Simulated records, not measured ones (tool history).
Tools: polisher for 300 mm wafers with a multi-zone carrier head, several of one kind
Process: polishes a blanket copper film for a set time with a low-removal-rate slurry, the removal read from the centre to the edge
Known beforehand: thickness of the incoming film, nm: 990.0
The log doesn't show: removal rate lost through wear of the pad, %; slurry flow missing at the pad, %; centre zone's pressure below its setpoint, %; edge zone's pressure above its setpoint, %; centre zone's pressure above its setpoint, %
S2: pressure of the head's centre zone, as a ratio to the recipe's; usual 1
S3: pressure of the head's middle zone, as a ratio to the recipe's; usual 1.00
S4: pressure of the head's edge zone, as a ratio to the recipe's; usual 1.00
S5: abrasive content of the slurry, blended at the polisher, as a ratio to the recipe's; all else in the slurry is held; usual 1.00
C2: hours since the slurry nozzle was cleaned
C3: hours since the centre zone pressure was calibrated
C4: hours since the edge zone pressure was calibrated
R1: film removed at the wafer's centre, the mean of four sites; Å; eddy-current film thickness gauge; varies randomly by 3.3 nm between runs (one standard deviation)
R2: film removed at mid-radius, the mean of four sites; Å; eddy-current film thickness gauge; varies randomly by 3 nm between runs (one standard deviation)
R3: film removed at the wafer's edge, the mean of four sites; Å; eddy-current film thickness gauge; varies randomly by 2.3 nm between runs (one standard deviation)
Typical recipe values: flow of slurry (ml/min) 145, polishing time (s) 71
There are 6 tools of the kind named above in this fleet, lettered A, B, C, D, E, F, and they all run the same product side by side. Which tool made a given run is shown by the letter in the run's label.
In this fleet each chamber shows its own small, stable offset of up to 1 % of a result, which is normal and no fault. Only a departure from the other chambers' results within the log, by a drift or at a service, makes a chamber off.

{"run": "1B", "day": 0.183, "flow of slurry (ml/min)": 145, "S2": 1, "S3": 1.0, "S4": 1.0, "S5": 1.0, "polishing time (s)": 71, "wafers polished on this pad": 36, "C2": 167.7, "C3": 956.4, "C4": 463.6, "R1": 2976.2, "R2": 3019.4, "R3": 2946.8}
{"run": "2D", "day": 0.479, "flow of slurry (ml/min)": 145, "S2": 1, "S3": 1.0, "S4": 1.0, "S5": 1.0, "polishing time (s)": 71, "wafers polished on this pad": 800, "C2": 425.7, "C3": 95.1, "C4": 224.6, "R1": 2940.9, "R2": 2952.7, "R3": 2984.1}
{"day": 0.658, "done": "chamber D: worn pad replaced by a new one"}
{"run": "3E", "day": 0.775, "flow of slurry (ml/min)": 145, "S2": 1, "S3": 1.0, "S4": 1.0, "S5": 1.0, "polishing time (s)": 71, "wafers polished on this pad": 390, "C2": 264.3, "C3": 560.5, "C4": 923.0, "R1": 3058.4, "R2": 3008.6, "R3": 2988.4}
{"run": "4F", "day": 0.962, "flow of slurry (ml/min)": 145, "S2": 1, "S3": 1.0, "S4": 1.0, "S5": 1.0, "polishing time (s)": 71, "wafers polished on this pad": 519, "C2": 200.9, "C3": 591.4, "C4": 252.9, "R1": 2963.9, "R2": 3060.4, "R3": 2997.4}
{"run": "5A", "day": 1.146, "flow of slurry (ml/min)": 145, "S2": 1, "S3": 1.0, "S4": 1.0, "S5": 1.0, "polishing time (s)": 71, "wafers polished on this pad": 347, "C2": 73.2, "C3": 253.2, "C4": 272.0, "R1": 2963.1, "R2": 3003.0, "R3": 3064.2}
{"run": "6C", "day": 1.392, "flow of slurry (ml/min)": 145, "S2": 1, "S3": 1.0, "S4": 1.0, "S5": 1.0, "polishing time (s)": 71, "wafers polished on this pad": 406, "C2": 117.0, "C3": 422.5, "C4": 345.6, "R1": 3057.6, "R2": 2986.7, "R3": 3020.7}
{"day": 1.404, "done": "chamber C: edge zone pressure recalibrated"}
{"run": "7E", "day": 1.633, "flow of slurry (ml/min)": 145, "S2": 1, "S3": 1.0, "S4": 1.0, "S5": 1.0, "polishing time (s)": 71, "wafers polished on this pad": 531, "C2": 284.9, "C3": 581.1, "C4": 943.6, "R1": 2931.9, "R2": 3004.8, "R3": 2956.7}
{"run": "8D", "day": 1.929, "flow of slurry (ml/min)": 145, "S2": 1, "S3": 1.0, "S4": 1.0, "S5": 1.0, "polishing time (s)": 71, "wafers polished on this pad": 207, "C2": 460.5, "C3": 129.9, "C4": 259.4, "R1": 3028.6, "R2": 2984.2, "R3": 3052.9}
{"run": "9C", "day": 2.1, "flow of slurry (ml/min)": 145, "S2": 1, "S3": 1.0, "S4": 1.0, "S5": 1.0, "polishing time (s)": 71, "wafers polished on this pad": 522, "C2": 134.0, "C3": 439.5, "C4": 16.7, "R1": 2945.2, "R2": 3047.3, "R3": 3003.7}
{"run": "10F", "day": 2.25, "flow of slurry (ml/min)": 145, "S2": 1, "S3": 1.0, "S4": 1.0, "S5": 1.0, "polishing time (s)": 71, "wafers polished on this pad": 730, "C2": 231.8, "C3": 622.3, "C4": 283.8, "R1": 2983.1, "R2": 2990.4, "R3": 3031.7}
{"run": "11A", "day": 2.483, "flow of slurry (ml/min)": 145, "S2": 1, "S3": 1.0, "S4": 1.0, "S5": 1.0, "polishing time (s)": 71, "wafers polished on this pad": 566, "C2": 105.3, "C3": 285.3, "C4": 304.1, "R1": 2969.1, "R2": 3029.9, "R3": 3059.0}
{"day": 2.592, "done": "chamber C: worn pad replaced by a new one"}
{"run": "12B", "day": 2.721, "flow of slurry (ml/min)": 145, "S2": 1, "S3": 1.0, "S4": 1.0, "S5": 1.0, "polishing time (s)": 71, "wafers polished on this pad": 451, "C2": 228.6, "C3": 1017.3, "C4": 524.5, "R1": 2974.7, "R2": 2992.7, "R3": 2934.1}
{"run": "13A", "day": 3.0, "flow of slurry (ml/min)": 145, "S2": 1, "S3": 1.0, "S4": 1.0, "S5": 1.0, "polishing time (s)": 86, "wafers polished on this pad": 650, "C2": 117.7, "C3": 297.7, "C4": 316.5, "R1": 3592.3, "R2": 3674.6, "R3": 3696.0}
{"run": "14C", "day": 3.288, "flow of slurry (ml/min)": 145, "S2": 1, "S3": 1.0, "S4": 1.0, "S5": 1.0, "polishing time (s)": 86, "wafers polished on this pad": 114, "C2": 162.5, "C3": 468.0, "C4": 45.2, "R1": 3638.3, "R2": 3662.0, "R3": 3645.0}
{"day": 3.362, "done": "chamber A: worn pad replaced by a new one"}
{"day": 3.404, "done": "chamber E: worn pad replaced by a new one"}
{"run": "15B", "day": 3.471, "flow of slurry (ml/min)": 145, "S2": 1, "S3": 1.0, "S4": 1.0, "S5": 1.0, "polishing time (s)": 86, "wafers polished on this pad": 574, "C2": 246.6, "C3": 1035.3, "C4": 542.5, "R1": 3584.8, "R2": 3633.7, "R3": 3578.7}
{"run": "16D", "day": 3.771, "flow of slurry (ml/min)": 145, "S2": 1, "S3": 1.0, "S4": 1.0, "S5": 1.0, "polishing time (s)": 86, "wafers polished on this pad": 509, "C2": 504.7, "C3": 174.1, "C4": 303.6, "R1": 3649.7, "R2": 3579.7, "R3": 3665.8}
{"day": 3.821, "done": "chamber F: slurry nozzle cleaned"}
{"run": "17E", "day": 3.983, "flow of slurry (ml/min)": 145, "S2": 1, "S3": 1.0, "S4": 1.0, "S5": 1.0, "polishing time (s)": 86, "wafers polished on this pad": 94, "C2": 341.3, "C3": 637.5, "C4": 1000.0, "R1": 3652.6, "R2": 3685.5, "R3": 3618.9}
{"run": "18F", "day": 4.271, "flow of slurry (ml/min)": 145, "S2": 1, "S3": 1.0, "S4": 1.0, "S5": 1.0, "polishing time (s)": 86, "wafers polished on this pad": 1060, "C2": 10.8, "C3": 670.8, "C4": 332.3, "R1": 3560.9, "R2": 3613.8, "R3": 3623.9}
{"day": 4.329, "done": "chamber D: edge zone pressure recalibrated"}
{"run": "19B", "day": 4.529, "flow of slurry (ml/min)": 145, "S2": 1, "S3": 1.0, "S4": 1.0, "S5": 1.0, "polishing time (s)": 71, "wafers polished on this pad": 747, "C2": 272.0, "C3": 1060.7, "C4": 567.9, "R1": 3036.0, "R2": 2922.3, "R3": 2967.2}
{"day": 4.712, "done": "chamber F: worn pad replaced by a new one"}
{"run": "20D", "day": 4.733, "flow of slurry (ml/min)": 145, "S2": 1, "S3": 1.0, "S4": 1.0, "S5": 1.0, "polishing time (s)": 71, "wafers polished on this pad": 666, "C2": 527.8, "C3": 197.2, "C4": 9.7, "R1": 2990.3, "R2": 2950.3, "R3": 3078.8}
{"run": "21C", "day": 4.875, "flow of slurry (ml/min)": 145, "S2": 1, "S3": 1.0, "S4": 1.0, "S5": 1.0, "polishing time (s)": 71, "wafers polished on this pad": 374, "C2": 200.6, "C3": 506.1, "C4": 83.3, "R1": 2986.5, "R2": 3049.7, "R3": 3006.8}
{"day": 5.021, "done": "chamber D: slurry nozzle cleaned"}
{"run": "22A", "day": 5.1, "flow of slurry (ml/min)": 145, "S2": 1, "S3": 1.0, "S4": 1.0, "S5": 1.0, "polishing time (s)": 71, "wafers polished on this pad": 284, "C2": 168.1, "C3": 348.1, "C4": 366.9, "R1": 2901.7, "R2": 2999.3, "R3": 3001.1}
{"run": "23E", "day": 5.275, "flow of slurry (ml/min)": 145, "S2": 1, "S3": 1.0, "S4": 1.0, "S5": 1.0, "polishing time (s)": 71, "wafers polished on this pad": 306, "C2": 372.3, "C3": 668.5, "C4": 1031.0, "R1": 3039.5, "R2": 3002.9, "R3": 2958.8}
{"run": "24F", "day": 5.429, "flow of slurry (ml/min)": 145, "S2": 1, "S3": 1.0, "S4": 1.0, "S5": 1.0, "polishing time (s)": 71, "wafers polished on this pad": 117, "C2": 38.6, "C3": 698.6, "C4": 360.1, "R1": 2972.8, "R2": 3005.6, "R3": 3006.9}
{"day": 5.55, "done": "chamber B: worn pad replaced by a new one"}
{"run": "25E", "day": 5.583, "flow of slurry (ml/min)": 145, "S2": 1, "S3": 1.0, "S4": 1.0, "S5": 1.0, "polishing time (s)": 71, "wafers polished on this pad": 356, "C2": 379.7, "C3": 675.9, "C4": 1038.4, "R1": 3000.9, "R2": 3017.6, "R3": 2925.9}
{"run": "26D", "day": 5.742, "flow of slurry (ml/min)": 145, "S2": 1, "S3": 1.0, "S4": 1.0, "S5": 1.0, "polishing time (s)": 71, "wafers polished on this pad": 831, "C2": 17.3, "C3": 221.4, "C4": 33.9, "R1": 2932.5, "R2": 2995.7, "R3": 3020.4}
{"run": "27A", "day": 5.892, "flow of slurry (ml/min)": 145, "S2": 1, "S3": 1.09, "S4": 1.0, "S5": 0.75, "polishing time (s)": 71, "wafers polished on this pad": 414, "C2": 187.1, "C3": 367.1, "C4": 385.9, "R1": 2690.1, "R2": 3127.8, "R3": 2867.5}
{"day": 6.158, "done": "chamber D: worn pad replaced by a new one"}
{"run": "28C", "day": 6.192, "flow of slurry (ml/min)": 145, "S2": 1, "S3": 1.09, "S4": 1.0, "S5": 0.75, "polishing time (s)": 71, "wafers polished on this pad": 589, "C2": 232.2, "C3": 537.7, "C4": 114.9, "R1": 2871.8, "R2": 3063.5, "R3": 2837.4}
{"run": "29B", "day": 6.429, "flow of slurry (ml/min)": 145, "S2": 1, "S3": 1.09, "S4": 1.0, "S5": 0.75, "polishing time (s)": 71, "wafers polished on this pad": 144, "C2": 317.6, "C3": 1106.3, "C4": 613.5, "R1": 2838.5, "R2": 3040.9, "R3": 2797.6}
{"day": 6.479, "done": "chamber E: edge zone pressure recalibrated"}
{"day": 6.579, "done": "chamber C: worn pad replaced by a new one"}
{"run": "30F", "day": 6.662, "flow of slurry (ml/min)": 145, "S2": 1, "S3": 1.09, "S4": 1.0, "S5": 0.75, "polishing time (s)": 71, "wafers polished on this pad": 319, "C2": 68.2, "C3": 728.2, "C4": 389.7, "R1": 2809.0, "R2": 3061.4, "R3": 2840.7}
{"run": "31A", "day": 6.921, "flow of slurry (ml/min)": 145, "S2": 1, "S3": 1.09, "S4": 1.0, "S5": 0.75, "polishing time (s)": 71, "wafers polished on this pad": 582, "C2": 211.8, "C3": 391.8, "C4": 410.6, "R1": 2658.5, "R2": 3100.7, "R3": 2845.7}
{"run": "32C", "day": 7.083, "flow of slurry (ml/min)": 145, "S2": 1, "S3": 1.09, "S4": 1.0, "S5": 0.75, "polishing time (s)": 71, "wafers polished on this pad": 82, "C2": 253.6, "C3": 559.1, "C4": 136.3, "R1": 2870.4, "R2": 3084.4, "R3": 2893.5}
{"run": "33D", "day": 7.246, "flow of slurry (ml/min)": 145, "S2": 1, "S3": 1.0, "S4": 1.0, "S5": 1.0, "polishing time (s)": 71, "wafers polished on this pad": 178, "C2": 53.4, "C3": 257.5, "C4": 70.0, "R1": 2991.9, "R2": 3022.2, "R3": 3038.1}
{"run": "34F", "day": 7.425, "flow of slurry (ml/min)": 145, "S2": 1, "S3": 1.0, "S4": 1.0, "S5": 1.0, "polishing time (s)": 71, "wafers polished on this pad": 444, "C2": 86.5, "C3": 746.5, "C4": 408.0, "R1": 2970.1, "R2": 3011.2, "R3": 2973.0}
{"run": "35E", "day": 7.675, "flow of slurry (ml/min)": 145, "S2": 1, "S3": 1.0, "S4": 0.96, "S5": 1.0, "polishing time (s)": 71, "wafers polished on this pad": 698, "C2": 429.9, "C3": 726.1, "C4": 28.7, "R1": 2936.8, "R2": 2982.4, "R3": 2901.7}
{"run": "36B", "day": 7.971, "flow of slurry (ml/min)": 145, "S2": 1, "S3": 1.0, "S4": 0.96, "S5": 1.0, "polishing time (s)": 71, "wafers polished on this pad": 396, "C2": 354.6, "C3": 1143.3, "C4": 650.5, "R1": 2956.8, "R2": 3008.1, "R3": 2929.8}
{"day": 8.008, "done": "chamber E: slurry nozzle cleaned"}
{"run": "37F", "day": 8.142, "flow of slurry (ml/min)": 145, "S2": 1, "S3": 1.0, "S4": 0.96, "S5": 1.0, "polishing time (s)": 71, "wafers polished on this pad": 561, "C2": 103.7, "C3": 763.7, "C4": 425.2, "R1": 3020.1, "R2": 3015.6, "R3": 2939.0}
{"day": 8.229, "done": "chamber E: worn pad replaced by a new one"}
{"run": "38B", "day": 8.288, "flow of slurry (ml/min)": 145, "S2": 1, "S3": 1.0, "S4": 0.96, "S5": 1.0, "polishing time (s)": 71, "wafers polished on this pad": 448, "C2": 362.2, "C3": 1150.9, "C4": 658.1, "R1": 2987.7, "R2": 3007.1, "R3": 2918.6}
{"run": "39C", "day": 8.45, "flow of slurry (ml/min)": 145, "S2": 1, "S3": 1.0, "S4": 0.96, "S5": 1.0, "polishing time (s)": 71, "wafers polished on this pad": 306, "C2": 286.4, "C3": 591.9, "C4": 169.1, "R1": 3007.4, "R2": 3072.6, "R3": 2924.7}
{"run": "40D", "day": 8.658, "flow of slurry (ml/min)": 145, "S2": 1, "S3": 1.0, "S4": 0.96, "S5": 1.0, "polishing time (s)": 71, "wafers polished on this pad": 409, "C2": 87.3, "C3": 291.4, "C4": 103.9, "R1": 2985.9, "R2": 3044.3, "R3": 2983.4}
{"run": "41E", "day": 8.888, "flow of slurry (ml/min)": 145, "S2": 1, "S3": 1.0, "S4": 1.0, "S5": 1.0, "polishing time (s)": 71, "wafers polished on this pad": 107, "C2": 21.2, "C3": 755.2, "C4": 57.8, "R1": 2976.5, "R2": 3027.6, "R3": 3020.8}

All 6 chambers run these settings next. Forecast each chamber's results:
{"run": "42A", "day": 9.104, "flow of slurry (ml/min)": 145, "S2": 1, "S3": 1.0, "S4": 1.0, "S5": 1.0, "polishing time (s)": 71, "R1": "?", "R2": "?", "R3": "?"}
{"run": "42B", "day": 9.104, "flow of slurry (ml/min)": 145, "S2": 1, "S3": 1.0, "S4": 1.0, "S5": 1.0, "polishing time (s)": 71, "R1": "?", "R2": "?", "R3": "?"}
{"run": "42C", "day": 9.104, "flow of slurry (ml/min)": 145, "S2": 1, "S3": 1.0, "S4": 1.0, "S5": 1.0, "polishing time (s)": 71, "R1": "?", "R2": "?", "R3": "?"}
{"run": "42D", "day": 9.104, "flow of slurry (ml/min)": 145, "S2": 1, "S3": 1.0, "S4": 1.0, "S5": 1.0, "polishing time (s)": 71, "R1": "?", "R2": "?", "R3": "?"}
{"run": "42E", "day": 9.104, "flow of slurry (ml/min)": 145, "S2": 1, "S3": 1.0, "S4": 1.0, "S5": 1.0, "polishing time (s)": 71, "R1": "?", "R2": "?", "R3": "?"}
{"run": "42F", "day": 9.104, "flow of slurry (ml/min)": 145, "S2": 1, "S3": 1.0, "S4": 1.0, "S5": 1.0, "polishing time (s)": 71, "R1": "?", "R2": "?", "R3": "?"}

run=42A R1=2635.9 R2=3006.7 R3=3074.4
run=42B R1=2998.3 R2=3007.2 R3=2941.1
run=42C R1=3038.7 R2=3035.6 R3=2994.6
run=42D R1=2975.7 R2=3060.6 R3=3032.7
run=42E R1=3023.1 R2=2986.8 R3=2975.8
run=42F R1=2961.0 R2=2981.5 R3=3009.1
